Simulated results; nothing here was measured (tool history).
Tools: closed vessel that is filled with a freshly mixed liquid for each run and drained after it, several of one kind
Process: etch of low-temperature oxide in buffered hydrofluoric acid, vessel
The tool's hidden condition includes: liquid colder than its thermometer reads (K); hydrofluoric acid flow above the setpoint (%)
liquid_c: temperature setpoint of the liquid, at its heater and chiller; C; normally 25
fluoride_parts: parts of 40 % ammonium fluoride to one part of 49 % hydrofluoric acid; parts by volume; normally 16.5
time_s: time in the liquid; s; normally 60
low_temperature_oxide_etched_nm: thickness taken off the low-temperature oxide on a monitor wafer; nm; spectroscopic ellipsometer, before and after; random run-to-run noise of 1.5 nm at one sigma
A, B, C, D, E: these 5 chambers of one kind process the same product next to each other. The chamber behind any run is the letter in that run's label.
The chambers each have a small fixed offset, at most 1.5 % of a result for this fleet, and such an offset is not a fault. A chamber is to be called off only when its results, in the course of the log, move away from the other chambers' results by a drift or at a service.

run,hour,liquid_c,fluoride_parts,time_s,hours since the thermometer was replaced,hours since the hydrofluoric acid flow meter was replaced,"read-back film thickness of the low-temperature oxide reference wafer, read on the same gauge (nm)",low_temperature_oxide_etched_nm
1D,2.9,25,16.5,60,979.0,326.4,40.011,180.96
2A,8.4,25,16.5,60,816.5,717.8,40.006,184.96
3B,13.1,25,16.5,60,497.9,969.3,39.998,178.76
4E,17.9,25,16.5,60,491.3,93.1,39.986,179.02
5C,22.8,25,19.0,85,785.3,563.5,39.999,221.21
6E,27.1,25,19.0,85,500.5,102.3,39.986,219.16
# hour 31.9: chamber B: hydrofluoric acid flow meter replaced
7A,32.2,25,19.0,85,840.3,741.6,40.012,226.57
8D,37.7,25,19.0,85,1013.8,361.2,39.973,221.21
9C,41.7,25,19.0,85,804.2,582.4,39.997,219.66
10B,47.6,25,16.5,60,532.4,15.7,40.015,180.82
11A,53.0,25,16.5,60,861.1,762.4,40.011,180.03
12D,57.4,25,16.5,60,1033.5,380.9,39.982,180.38
13B,61.4,25,16.5,60,546.2,29.5,39.999,178.69
14E,66.3,25,16.5,60,539.7,141.5,40.002,179.51
15C,69.5,25,16.5,60,832.0,610.2,39.998,180.82
16D,74.1,27,16.5,60,1050.2,397.6,40.009,198.78
17B,77.0,27,16.5,60,561.8,45.1,39.992,199.69
18A,81.7,27,16.5,60,889.8,791.1,39.980,203.49
19C,86.6,27,16.5,60,849.1,627.3,39.986,202.27
20E,89.2,27,16.5,60,562.6,164.4,39.999,198.52
21C,93.1,25,16.5,60,855.6,633.8,39.995,178.86
22E,97.9,25,19.0,60,571.3,173.1,40.007,155.85
23D,103.3,25,19.0,60,1079.4,426.8,40.005,156.25
24B,107.0,25,19.0,60,591.8,75.1,40.023,157.57
25A,111.4,25,19.0,60,919.5,820.8,39.995,158.20
26E,115.7,25,19.0,60,589.1,190.9,40.003,157.60
27D,118.3,25,16.5,60,1094.4,441.8,40.019,178.17
28B,122.5,25,16.5,60,607.3,90.6,39.997,179.93
29A,126.6,25,11.0,60,934.7,836.0,40.010,272.34
30C,131.9,25,11.0,60,894.4,672.6,40.016,264.01
31A,137.7,25,11.0,60,945.8,847.1,39.994,277.92
32D,141.6,25,11.0,60,1117.7,465.1,40.000,266.47
33C,146.4,25,11.0,60,908.9,687.1,39.991,264.35
34E,151.4,25,16.5,60,624.8,226.6,39.996,178.83
35B,154.6,25,16.5,60,639.4,122.7,40.012,181.32
36B,158.4,25,16.5,60,643.2,126.5,40.016,181.83

Read the log: is a single chamber off, either drifting away or since a service, is the gauge that measures every chamber drifting, or is nothing wrong beyond small per-chamber offsets? Name any odd chamber and what most likely caused it.

Nothing is wrong: each chamber keeps only its own small, steady offset and the gauge holds still.

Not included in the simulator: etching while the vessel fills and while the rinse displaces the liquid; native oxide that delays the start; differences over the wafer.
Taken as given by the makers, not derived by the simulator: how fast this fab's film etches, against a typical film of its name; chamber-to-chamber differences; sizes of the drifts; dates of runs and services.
